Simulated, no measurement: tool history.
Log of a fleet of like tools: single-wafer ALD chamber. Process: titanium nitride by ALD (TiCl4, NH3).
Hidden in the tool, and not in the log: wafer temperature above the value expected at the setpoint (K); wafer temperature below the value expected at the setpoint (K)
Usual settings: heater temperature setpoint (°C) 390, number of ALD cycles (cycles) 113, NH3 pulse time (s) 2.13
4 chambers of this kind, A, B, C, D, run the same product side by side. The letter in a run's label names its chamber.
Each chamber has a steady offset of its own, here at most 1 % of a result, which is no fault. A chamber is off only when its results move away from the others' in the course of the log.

run	day	heater temperature setpoint (°C)	number of ALD cycles (cycles)	NH3 pulse time (s)	hours since the last thermocouple change	read-back reference wafer on the same gauge, thickness_nm	mean film thickness on the monitor wafer (angstrom)
1C	0.204	390	113	2.13	656.1	2.1292	24.673
2B	0.417	390	113	2.13	1361.3	2.1299	24.785
3D	0.592	390	113	2.13	1010.9	2.1292	24.796
4A	0.783	390	113	2.13	1496.1	2.1291	24.625
5A	0.938	390	113	2.13	1499.8	2.129	24.63
6C	1.162	390	113	1.79	679.1	2.1278	24.341
7B	1.367	390	113	1.79	1384.1	2.127	24.538
8D	1.508	390	113	1.79	1032.9	2.1278	24.551
9C	1.642	390	113	1.79	690.6	2.1277	24.377
10D	1.767	390	113	2.13	1039.1	2.1267	24.768
11B	1.917	390	113	2.13	1397.3	2.1265	24.769
12A	2.133	390	113	2.13	1528.5	2.1262	24.653
13B	2.325	398	113	2.64	1407.1	2.1259	25.141
14D	2.462	398	113	2.64	1055.8	2.1252	25.132
15C	2.675	398	113	2.64	715.4	2.1256	24.94
16A	2.812	398	113	2.64	1544.8	2.1247	24.925
17A	2.946	384	113	2.13	1548	2.1248	24.397
18C	3.167	384	113	2.13	727.2	2.1244	24.433
19B	3.329	384	113	2.13	1431.2	2.1237	24.539
20D	3.508	384	113	2.13	1080.9	2.1232	24.642
21A	3.692	381	113	2.13	1565.9	2.1223	24.298
22B	3.896	381	113	2.13	1444.8	2.1225	24.464
# day 3.938: chamber B: thermocouple changed; heater temperature recalibrated
23C	4.021	381	113	2.13	747.7	2.1223	24.303
24D	4.188	381	113	2.13	1097.2	2.1221	24.603
25D	4.325	390	113	2.13	1100.5	2.122	24.701
26B	4.5	382	126	2.13	13.5	2.1212	27.316
27C	4.625	382	126	2.13	762.2	2.122	27.188
28A	4.85	382	126	2.13	1593.7	2.12	27.149
29C	4.967	382	126	2.13	770.4	2.1207	27.16
30D	5.162	397	104	2.13	1120.6	2.1209	22.886
31A	5.288	397	104	2.13	1604.2	2.1205	22.692
32B	5.479	397	104	2.13	37	2.1198	22.874
33D	5.675	397	104	2.13	1132.9	2.1191	22.839
34B	5.833	390	113	2.13	45.5	2.1192	24.721
35A	6.012	390	113	2.13	1621.6	2.1187	24.468
36C	6.171	390	113	2.13	799.3	2.1187	24.452
37B	6.35	390	113	2.13	57.9	2.1176	24.612
38D	6.508	390	113	2.13	1152.9	2.1189	24.63
39C	6.704	390	113	2.13	812.1	2.1179	24.476

All 4 chambers run these settings next. Forecast each chamber's results:
40A	6.867	390	113	2.13			?
40B	6.867	390	113	2.13			?
40C	6.867	390	113	2.13			?
40D	6.867	390	113	2.13			?

run	mean film thickness on the monitor wafer (angstrom)
40A	24.471
40B	24.644
40C	24.468
40D	24.635
